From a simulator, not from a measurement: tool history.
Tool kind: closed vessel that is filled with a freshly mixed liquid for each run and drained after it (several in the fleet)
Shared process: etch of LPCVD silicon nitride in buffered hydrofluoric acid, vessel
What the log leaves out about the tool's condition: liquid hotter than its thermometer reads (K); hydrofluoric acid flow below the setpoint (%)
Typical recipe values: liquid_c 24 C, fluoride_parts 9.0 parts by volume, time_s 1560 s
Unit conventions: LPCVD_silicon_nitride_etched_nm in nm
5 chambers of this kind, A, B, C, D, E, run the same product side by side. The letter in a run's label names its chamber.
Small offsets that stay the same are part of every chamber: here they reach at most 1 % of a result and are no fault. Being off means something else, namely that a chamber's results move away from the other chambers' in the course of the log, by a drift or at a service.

run   hour  liquid_c  fluoride_parts  time_s  hours since the thermometer was replaced  hours since the hydrofluoric acid flow meter was replaced  read-back film thickness of the LPCVD silicon nitride reference wafer, read on the same gauge (nm)  LPCVD_silicon_nitride_etched_nm
 1B   14.0        24             9.0    1560                                    1316.4                                                      267.6                                                                                              50.053                           22.268
 2D   23.2        24             9.0    1560                                     492.6                                                     1249.3                                                                                              50.005                           21.963
 3C   30.4        24             9.0    1560                                     548.2                                                      870.9                                                                                              50.040                           22.382
 4E   37.4        24             9.0    1560                                     453.5                                                      267.0                                                                                              49.997                           22.033
 5A   47.2        24             9.0    1560                                     586.8                                                     1684.8                                                                                              50.015                           22.034
 6E   59.5        24             9.0    1560                                     475.6                                                      289.1                                                                                              49.954                           22.128
 7B   72.1        24             9.0    1560                                    1374.5                                                      325.7                                                                                              49.990                           22.349
 8D   84.1        24             9.0    1560                                     553.5                                                     1310.2                                                                                              50.006                           22.043
 9C   92.4        24             9.0    1560                                     610.2                                                      932.9                                                                                              50.014                           22.428
10A   99.0        24             9.0    1560                                     638.6                                                     1736.6                                                                                              50.022                           21.895
     107.0  -- chamber B: thermometer replaced
11D  111.6        24             9.0    1560                                     581.0                                                     1337.7                                                                                              49.971                           22.030
12C  125.1        24             9.0    1560                                     642.9                                                      965.6                                                                                              50.000                           22.217
13A  139.0        20             9.0    1560                                     678.6                                                     1776.6                                                                                              50.011                           17.983
14B  150.0        20             9.0    1560                                      43.0                                                      403.6                                                                                              50.002                           17.771
15E  158.7        20             9.0    1560                                     574.8                                                      388.3                                                                                              49.987                           17.634
16A  173.3        20             9.0    1560                                     712.9                                                     1810.9                                                                                              50.004                           17.941
     173.5  -- chamber D: hydrofluoric acid flow meter replaced
17C  181.7        20             9.0    1560                                     699.5                                                     1022.2                                                                                              50.020                           18.176
18E  191.9        24             9.0    1560                                     608.0                                                      421.5                                                                                              50.019                           21.807
19D  204.0        24             9.0    1560                                     673.4                                                       30.6                                                                                              50.025                           22.289
20B  211.9        24             9.0    1560                                     104.9                                                      465.5                                                                                              50.006                           22.207
21E  221.2        24             9.0    1560                                     637.3                                                      450.8                                                                                              49.987                           21.938
22B  233.4        24             9.0    1560                                     126.4                                                      487.0                                                                                              50.038                           22.313
23C  244.5        24             9.0    1560                                     762.3                                                     1085.0                                                                                              50.006                           23.499
     245.7  -- chamber E: hydrofluoric acid flow meter replaced
24A  252.3        24             9.0    1560                                     791.9                                                     1889.9                                                                                              50.018                           21.722
25D  261.9        24             9.0    1560                                     731.3                                                       88.5                                                                                              49.978                           22.133
26C  270.0        24             9.0    1560                                     787.8                                                     1110.5                                                                                              50.032                           23.477
27B  279.0        24             9.0    1560                                     172.0                                                      532.6                                                                                              49.973                           22.132
28E  288.2        24             9.0    1560                                     704.3                                                       42.5                                                                                              49.991                           22.316
29A  298.5        20             6.5    1560                                     838.1                                                     1936.1                                                                                              49.969                           24.889
30D  311.8        20             6.5    1560                                     781.2                                                      138.4                                                                                              50.025                           24.897
31D  324.0        20             6.5    1560                                     793.4                                                      150.6                                                                                              50.025                           24.947
32B  330.5        20             6.5    1560                                     223.5                                                      584.1                                                                                              49.971                           24.915
     333.6  -- chamber A: hydrofluoric acid flow meter replaced
33A  341.5        20             6.5    1560                                     881.1                                                        7.9                                                                                              49.989                           25.246
34E  354.9        24             9.0    1560                                     771.0                                                      109.2                                                                                              49.996                           22.029
35C  369.4        24             9.0    1560                                     887.2                                                     1209.9                                                                                              50.017                           23.780
36A  381.0        24             9.0    1560                                     920.6                                                       47.4                                                                                              49.952                           22.530
37E  391.5        24             9.0    1560                                     807.6                                                      145.8                                                                                              50.021                           22.219
38C  405.5        24             9.0    1560                                     923.3                                                     1246.0                                                                                              50.013                           24.519

Has any chamber moved away from the others, gradually or after a service, or does the common gauge drift, or do the chambers differ only by their own small steady offsets? State the chamber and the most likely cause if one applies.

Little by little, chamber C moves away from the other chambers.
Cause: liquid hotter than its thermometer reads (K) = 1.78.
From this log alone, it may not be told apart from: hydrofluoric acid flow above the setpoint (%).

Which of the 4 candidates below, each the usual settings with something changed and its results left as question marks, puts chamber C back in line with what the other chambers give on the usual settings?
Allowed miss from the other chambers' usual-settings mean, per result, to count as in line: LPCVD_silicon_nitride_etched_nm 0.700 nm
39C-1  416.0      24.0             9.0    1505                                                                                                                                                                                                                                         ?
39C-2  416.0      23.5             9.0    1450                                                                                                                                                                                                                                         ?
39C-3  416.0      24.5             8.5    1560                                                                                                                                                                                                                                         ?
39C-4  416.0      24.0             9.0    1615                                                                                                                                                                                                                                         ?

On the usual settings, the other chambers give on average: LPCVD_silicon_nitride_etched_nm 22.234 nm
  run  LPCVD_silicon_nitride_etched_nm
39C-1                           23.683
39C-2                           22.198
39C-3                           26.825
39C-4                           25.414
With 39C-2, the chamber falls back in line with the rest.
